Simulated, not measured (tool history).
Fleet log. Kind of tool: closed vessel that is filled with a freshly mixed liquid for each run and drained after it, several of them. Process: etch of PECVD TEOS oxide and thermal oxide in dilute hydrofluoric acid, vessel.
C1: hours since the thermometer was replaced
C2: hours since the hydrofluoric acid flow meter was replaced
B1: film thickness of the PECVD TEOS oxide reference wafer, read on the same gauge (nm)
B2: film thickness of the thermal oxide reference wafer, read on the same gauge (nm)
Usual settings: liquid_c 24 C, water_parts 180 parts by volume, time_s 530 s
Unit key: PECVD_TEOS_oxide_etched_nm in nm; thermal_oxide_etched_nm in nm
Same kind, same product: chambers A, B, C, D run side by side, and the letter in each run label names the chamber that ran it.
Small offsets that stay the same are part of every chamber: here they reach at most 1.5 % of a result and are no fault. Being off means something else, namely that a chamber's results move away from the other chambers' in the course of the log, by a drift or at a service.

Run 1A, day 0.329: usual settings; C1 1272.8; C2 1197.2; B1 70.005; B2 140.03. Result: PECVD_TEOS_oxide_etched_nm 39.875 nm, thermal_oxide_etched_nm 13.083 nm.
Run 2C, day 0.6: usual settings; C1 236.1; C2 300; B1 70.012; B2 140.02. Result: PECVD_TEOS_oxide_etched_nm 40.527 nm, thermal_oxide_etched_nm 12.852 nm.
Run 3D, day 0.892: usual settings; C1 525; C2 252; B1 69.98; B2 139.99. Result: PECVD_TEOS_oxide_etched_nm 40.7 nm, thermal_oxide_etched_nm 13.059 nm.
Run 4B, day 1.167: usual settings; C1 568.4; C2 556.7; B1 70.007; B2 140.02. Result: PECVD_TEOS_oxide_etched_nm 39.664 nm, thermal_oxide_etched_nm 12.579 nm.
Run 5B, day 1.404: usual settings; C1 574.1; C2 562.4; B1 70.022; B2 140. Result: PECVD_TEOS_oxide_etched_nm 39.909 nm, thermal_oxide_etched_nm 12.669 nm.
Run 6A, day 1.575: usual settings; C1 1302.7; C2 1227.1; B1 70.038; B2 140.01. Result: PECVD_TEOS_oxide_etched_nm 40.053 nm, thermal_oxide_etched_nm 13.02 nm.
Run 7C, day 1.892: usual settings; C1 267.1; C2 331; B1 69.974; B2 140.02. Result: PECVD_TEOS_oxide_etched_nm 39.993 nm, thermal_oxide_etched_nm 13.009 nm.
Run 8D, day 2.133: usual settings; C1 554.8; C2 281.8; B1 70.026; B2 139.96. Result: PECVD_TEOS_oxide_etched_nm 40.954 nm, thermal_oxide_etched_nm 12.858 nm.
Run 9B, day 2.325: usual settings; C1 596.2; C2 584.5; B1 70.017; B2 140.02. Result: PECVD_TEOS_oxide_etched_nm 40.215 nm, thermal_oxide_etched_nm 12.823 nm.
Run 10C, day 2.512: usual settings; C1 282; C2 345.9; B1 69.992; B2 140. Result: PECVD_TEOS_oxide_etched_nm 40 nm, thermal_oxide_etched_nm 12.894 nm.
Run 11A, day 2.829: usual settings but liquid_c 20 C; C1 1332.8; C2 1257.2; B1 70.007; B2 139.98. Result: PECVD_TEOS_oxide_etched_nm 34.274 nm, thermal_oxide_etched_nm 11.235 nm.
Run 12D, day 3.121: usual settings but liquid_c 20 C; C1 578.5; C2 305.5; B1 69.987; B2 140. Result: PECVD_TEOS_oxide_etched_nm 35.141 nm, thermal_oxide_etched_nm 11.089 nm.
Run 13B, day 3.396: usual settings but liquid_c 20 C; C1 621.9; C2 610.2; B1 70.031; B2 139.97. Result: PECVD_TEOS_oxide_etched_nm 34.193 nm, thermal_oxide_etched_nm 10.801 nm.
Run 14A, day 3.679: usual settings but liquid_c 20 C; C1 1353.2; C2 1277.6; B1 70.011; B2 140.01. Result: PECVD_TEOS_oxide_etched_nm 34.243 nm, thermal_oxide_etched_nm 11.137 nm.
Run 15C, day 3.854: usual settings; C1 314.2; C2 378.1; B1 69.975; B2 140.01. Result: PECVD_TEOS_oxide_etched_nm 40.039 nm, thermal_oxide_etched_nm 12.753 nm.
Run 16D, day 4.142: usual settings but time_s 420 s; C1 603; C2 330; B1 70.036; B2 139.98. Result: PECVD_TEOS_oxide_etched_nm 32.211 nm, thermal_oxide_etched_nm 10.275 nm.
Run 17C, day 4.479: usual settings but time_s 420 s; C1 329.2; C2 393.1; B1 70.019; B2 140. Result: PECVD_TEOS_oxide_etched_nm 31.515 nm, thermal_oxide_etched_nm 10.174 nm.
Run 18B, day 4.654: usual settings but time_s 420 s; C1 652.1; C2 640.4; B1 69.976; B2 139.97. Result: PECVD_TEOS_oxide_etched_nm 31.529 nm, thermal_oxide_etched_nm 9.9971 nm.
Run 19D, day 4.871: usual settings but time_s 420 s; C1 620.5; C2 347.5; B1 69.962; B2 140.01. Result: PECVD_TEOS_oxide_etched_nm 32.279 nm, thermal_oxide_etched_nm 10.295 nm.
Run 20A, day 5.067: usual settings; C1 1386.5; C2 1310.9; B1 70.027; B2 140. Result: PECVD_TEOS_oxide_etched_nm 39.771 nm, thermal_oxide_etched_nm 12.975 nm.
Run 21C, day 5.262: usual settings; C1 348; C2 411.9; B1 69.987; B2 140. Result: PECVD_TEOS_oxide_etched_nm 39.273 nm, thermal_oxide_etched_nm 12.666 nm.
Run 22A, day 5.508: usual settings; C1 1397.1; C2 1321.5; B1 69.975; B2 140.01. Result: PECVD_TEOS_oxide_etched_nm 40.175 nm, thermal_oxide_etched_nm 12.957 nm.
Run 23B, day 5.758: usual settings; C1 678.6; C2 666.9; B1 70.06; B2 140.02. Result: PECVD_TEOS_oxide_etched_nm 40.299 nm, thermal_oxide_etched_nm 12.698 nm.
Run 24D, day 5.958: usual settings; C1 646.6; C2 373.6; B1 69.997; B2 140.01. Result: PECVD_TEOS_oxide_etched_nm 40.49 nm, thermal_oxide_etched_nm 12.998 nm.
At day 5.996: chamber D: thermometer replaced.
Run 25A, day 6.242: usual settings; C1 1414.7; C2 1339.1; B1 69.973; B2 139.99. Result: PECVD_TEOS_oxide_etched_nm 39.895 nm, thermal_oxide_etched_nm 12.953 nm.
Run 26B, day 6.475: usual settings; C1 695.8; C2 684.1; B1 69.992; B2 140.03. Result: PECVD_TEOS_oxide_etched_nm 40.506 nm, thermal_oxide_etched_nm 12.83 nm.
Run 27D, day 6.717: usual settings; C1 17.3; C2 391.8; B1 69.983; B2 139.99. Result: PECVD_TEOS_oxide_etched_nm 40.777 nm, thermal_oxide_etched_nm 13.032 nm.
Run 28C, day 7.012: usual settings; C1 390; C2 453.9; B1 69.989; B2 140.01. Result: PECVD_TEOS_oxide_etched_nm 38.434 nm, thermal_oxide_etched_nm 12.607 nm.
Run 29D, day 7.317: usual settings but water_parts 125 parts by volume, time_s 795 s; C1 31.7; C2 406.2; B1 69.971; B2 140.03. Result: PECVD_TEOS_oxide_etched_nm 92.994 nm, thermal_oxide_etched_nm 29.142 nm.
Run 30B, day 7.662: usual settings but water_parts 125 parts by volume, time_s 795 s; C1 724.3; C2 712.6; B1 69.998; B2 140. Result: PECVD_TEOS_oxide_etched_nm 92.405 nm, thermal_oxide_etched_nm 29.299 nm.
Run 31C, day 7.942: usual settings but water_parts 125 parts by volume, time_s 795 s; C1 412.3; C2 476.2; B1 70.049; B2 140. Result: PECVD_TEOS_oxide_etched_nm 89.399 nm, thermal_oxide_etched_nm 28.672 nm.
Run 32A, day 8.138: usual settings but water_parts 125 parts by volume, time_s 795 s; C1 1460.2; C2 1384.6; B1 70.022; B2 140. Result: PECVD_TEOS_oxide_etched_nm 91.786 nm, thermal_oxide_etched_nm 29.53 nm.
Run 33D, day 8.433: usual settings; C1 58.5; C2 433; B1 70.05; B2 140.02. Result: PECVD_TEOS_oxide_etched_nm 40.72 nm, thermal_oxide_etched_nm 13.063 nm.
Run 34B, day 8.788: usual settings; C1 751.3; C2 739.6; B1 70.05; B2 140. Result: PECVD_TEOS_oxide_etched_nm 39.452 nm, thermal_oxide_etched_nm 12.68 nm.
Run 35C, day 9.088: usual settings; C1 439.8; C2 503.7; B1 70.029; B2 139.98. Result: PECVD_TEOS_oxide_etched_nm 38.285 nm, thermal_oxide_etched_nm 12.371 nm.
At day 9.25: chamber D: hydrofluoric acid flow meter replaced.
Run 36A, day 9.325: usual settings; C1 1488.7; C2 1413.1; B1 69.992; B2 140.01. Result: PECVD_TEOS_oxide_etched_nm 40.115 nm, thermal_oxide_etched_nm 12.954 nm.
Run 37D, day 9.608: usual settings but water_parts 155 parts by volume; C1 86.7; C2 8.7; B1 69.986; B2 140.01. Result: PECVD_TEOS_oxide_etched_nm 48.282 nm, thermal_oxide_etched_nm 15.428 nm.
Run 38C, day 9.946: usual settings but water_parts 155 parts by volume; C1 460.4; C2 524.3; B1 70.073; B2 139.99. Result: PECVD_TEOS_oxide_etched_nm 45.792 nm, thermal_oxide_etched_nm 14.623 nm.

Read the log: is a single chamber off, either drifting away or since a service, is the gauge that measures every chamber drifting, or is nothing wrong beyond small per-chamber offsets? Name any odd chamber and what most likely caused it.

It is chamber C that slowly wanders off from its peers.
Cause: hydrofluoric acid flow below the setpoint (%) = 4.27.
Not necessarily distinguishable in this log from: liquid colder than its thermometer reads (K).

Below are 4 candidate recipes for chamber C's next run, each the usual settings with a change, their results shown as question marks. Which of them brings C's results back in line with what the other chambers give on the usual settings?
In line means no further than this from the other chambers' mean on the usual settings: PECVD_TEOS_oxide_etched_nm 0.83 nm; thermal_oxide_etched_nm 0.3 nm
Run 39C-1, day 10.204: usual settings but time_s 525 s. Result: PECVD_TEOS_oxide_etched_nm ?, thermal_oxide_etched_nm ?.
Run 39C-2, day 10.204: usual settings but water_parts 175 parts by volume, time_s 540 s. Result: PECVD_TEOS_oxide_etched_nm ?, thermal_oxide_etched_nm ?.
Run 39C-3, day 10.204: usual settings but time_s 535 s. Result: PECVD_TEOS_oxide_etched_nm ?, thermal_oxide_etched_nm ?.
Run 39C-4, day 10.204: usual settings but water_parts 185 parts by volume, time_s 520 s. Result: PECVD_TEOS_oxide_etched_nm ?, thermal_oxide_etched_nm ?.

Average result of the remaining chambers running the usual settings: PECVD_TEOS_oxide_etched_nm 40.169 nm; thermal_oxide_etched_nm 12.872 nm
  run  PECVD_TEOS_oxide_etched_nm  thermal_oxide_etched_nm
39C-1                      37.792                   12.174
39C-2                      40.211                   12.954
39C-3                      38.512                   12.406
39C-4                      36.213                   11.666
The right change is 39C-2: it brings the chamber back within the allowed miss of the others.
